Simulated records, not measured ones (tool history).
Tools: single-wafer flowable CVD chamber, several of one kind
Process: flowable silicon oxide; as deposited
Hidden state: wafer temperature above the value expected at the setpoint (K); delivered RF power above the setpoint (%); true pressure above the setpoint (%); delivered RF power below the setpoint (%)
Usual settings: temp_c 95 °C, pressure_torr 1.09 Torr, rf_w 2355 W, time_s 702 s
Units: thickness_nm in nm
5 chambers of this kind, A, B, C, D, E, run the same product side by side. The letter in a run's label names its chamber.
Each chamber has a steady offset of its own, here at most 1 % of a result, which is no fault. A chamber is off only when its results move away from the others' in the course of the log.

| run | hour | temp_c | pressure_torr | rf_w | time_s | hours since the last thermocouple change | hours since the last RF generator calibration | hours since the last manometer calibration | read-back reference wafer on the same gauge, thickness_nm | thickness_nm |
|---|---|---|---|---|---|---|---|---|---|---|
| 1E | 5.9 | 95 | 1.09 | 2355 | 702 | 1235.3 | 10.9 | 577.7 | 835.63 | 758.81 |
| 2C | 13.1 | 95 | 1.09 | 2355 | 702 | 1019.9 | 1986.1 | 813.5 | 835.24 | 757.29 |
| 3B | 20.0 | 95 | 1.09 | 2355 | 702 | 986.7 | 544.0 | 969.2 | 835.35 | 748.76 |
| 4D | 25.6 | 95 | 1.09 | 2355 | 702 | 1457.6 | 50.2 | 1597.9 | 835.82 | 761.04 |
| 5A | 34.0 | 95 | 1.09 | 2355 | 702 | 859.0 | 1739.9 | 753.2 | 835.54 | 758.18 |
| 6C | 40.0 | 95 | 1.09 | 2355 | 702 | 1046.8 | 2013.0 | 840.4 | 836.14 | 756.83 |
| 7E | 44.3 | 95 | 1.09 | 2355 | 702 | 1273.7 | 49.3 | 616.1 | 836.03 | 758.01 |
| 8A | 50.4 | 95 | 1.09 | 2355 | 702 | 875.4 | 1756.3 | 769.6 | 835.98 | 755.67 |
| 9D | 55.0 | 103 | 1.09 | 2355 | 702 | 1487.0 | 79.6 | 1627.3 | 836.32 | 581.45 |
| 10B | 59.5 | 103 | 1.09 | 2355 | 702 | 1026.2 | 583.5 | 1008.7 | 836.78 | 572.99 |
| 11E | 69.1 | 103 | 1.09 | 2355 | 702 | 1298.5 | 74.1 | 640.9 | 836.39 | 582.18 |
| 12C | 78.6 | 103 | 1.09 | 2355 | 702 | 1085.4 | 2051.6 | 879.0 | 836.50 | 578.36 |
| 13B | 84.5 | 103 | 1.09 | 2355 | 702 | 1051.2 | 608.5 | 1033.7 | 836.99 | 574.36 |
| 14D | 93.1 | 95 | 1.09 | 2355 | 702 | 1525.1 | 117.7 | 1665.4 | 837.10 | 759.41 |
| 15A | 100.6 | 95 | 1.09 | 2015 | 702 | 925.6 | 1806.5 | 819.8 | 837.40 | 735.62 |
| 16E | 109.5 | 95 | 1.09 | 2015 | 702 | 1338.9 | 114.5 | 681.3 | 837.69 | 738.23 |
| 17C | 116.9 | 95 | 1.09 | 2015 | 702 | 1123.7 | 2089.9 | 917.3 | 837.68 | 738.43 |
| 18B | 121.2 | 95 | 1.09 | 2015 | 702 | 1087.9 | 645.2 | 1070.4 | 837.72 | 732.13 |
| 19A | 130.6 | 95 | 1.09 | 2015 | 702 | 955.6 | 1836.5 | 849.8 | 838.03 | 738.52 |
| 20D | 138.0 | 95 | 1.09 | 2355 | 702 | 1570.0 | 162.6 | 1710.3 | 838.02 | 763.25 |
| 21D | 146.0 | 95 | 1.09 | 2355 | 702 | 1578.0 | 170.6 | 1718.3 | 838.01 | 763.41 |
| 22B | 154.6 | 95 | 1.09 | 2355 | 702 | 1121.3 | 678.6 | 1103.8 | 837.89 | 756.12 |
| 23C | 163.2 | 95 | 1.09 | 2355 | 641 | 1170.0 | 2136.2 | 963.6 | 838.99 | 692.83 |
| 24E | 172.6 | 95 | 1.09 | 2355 | 641 | 1402.0 | 177.6 | 744.4 | 838.67 | 695.21 |
|  | 173.3 | chamber B: capacitance manometer re-zeroed and calibrated |
| 25A | 178.8 | 95 | 1.09 | 2355 | 641 | 1003.8 | 1884.7 | 898.0 | 839.11 | 691.93 |
| 26D | 184.2 | 95 | 1.09 | 2355 | 641 | 1616.2 | 208.8 | 1756.5 | 839.35 | 697.54 |
| 27E | 191.2 | 95 | 1.09 | 2355 | 641 | 1420.6 | 196.2 | 763.0 | 839.73 | 694.62 |
| 28B | 195.9 | 95 | 1.09 | 2355 | 702 | 1162.6 | 719.9 | 22.7 | 839.33 | 751.03 |
| 29A | 201.7 | 95 | 1.09 | 2355 | 702 | 1026.7 | 1907.6 | 920.9 | 839.18 | 758.07 |
| 30C | 207.0 | 95 | 1.09 | 2355 | 702 | 1213.8 | 2180.0 | 1007.4 | 839.29 | 760.11 |
|  | 211.7 | chamber A: RF generator calibrated |
| 31B | 215.2 | 95 | 1.09 | 2355 | 702 | 1181.9 | 739.2 | 42.0 | 840.26 | 753.95 |
| 32E | 219.8 | 95 | 1.09 | 2355 | 702 | 1449.2 | 224.8 | 791.6 | 839.91 | 760.78 |
| 33D | 228.8 | 95 | 1.09 | 2355 | 702 | 1660.8 | 253.4 | 1801.1 | 840.00 | 763.26 |
| 34A | 237.5 | 109 | 1.09 | 2355 | 702 | 1062.5 | 25.9 | 956.7 | 840.54 | 474.19 |
| 35C | 245.2 | 109 | 1.09 | 2355 | 702 | 1252.0 | 2218.2 | 1045.6 | 840.84 | 473.82 |
| 36C | 250.1 | 109 | 1.09 | 2355 | 702 | 1256.9 | 2223.1 | 1050.5 | 840.28 | 474.56 |

What goes on in this fleet: one chamber off, a drifting gauge, or nothing beyond the chambers' own small offsets? Name the chamber and the cause, if any.

The gauge drifts, so all chambers seem to drift together. No chamber is off.
Cause: gauge reads high (%) = 0.687.
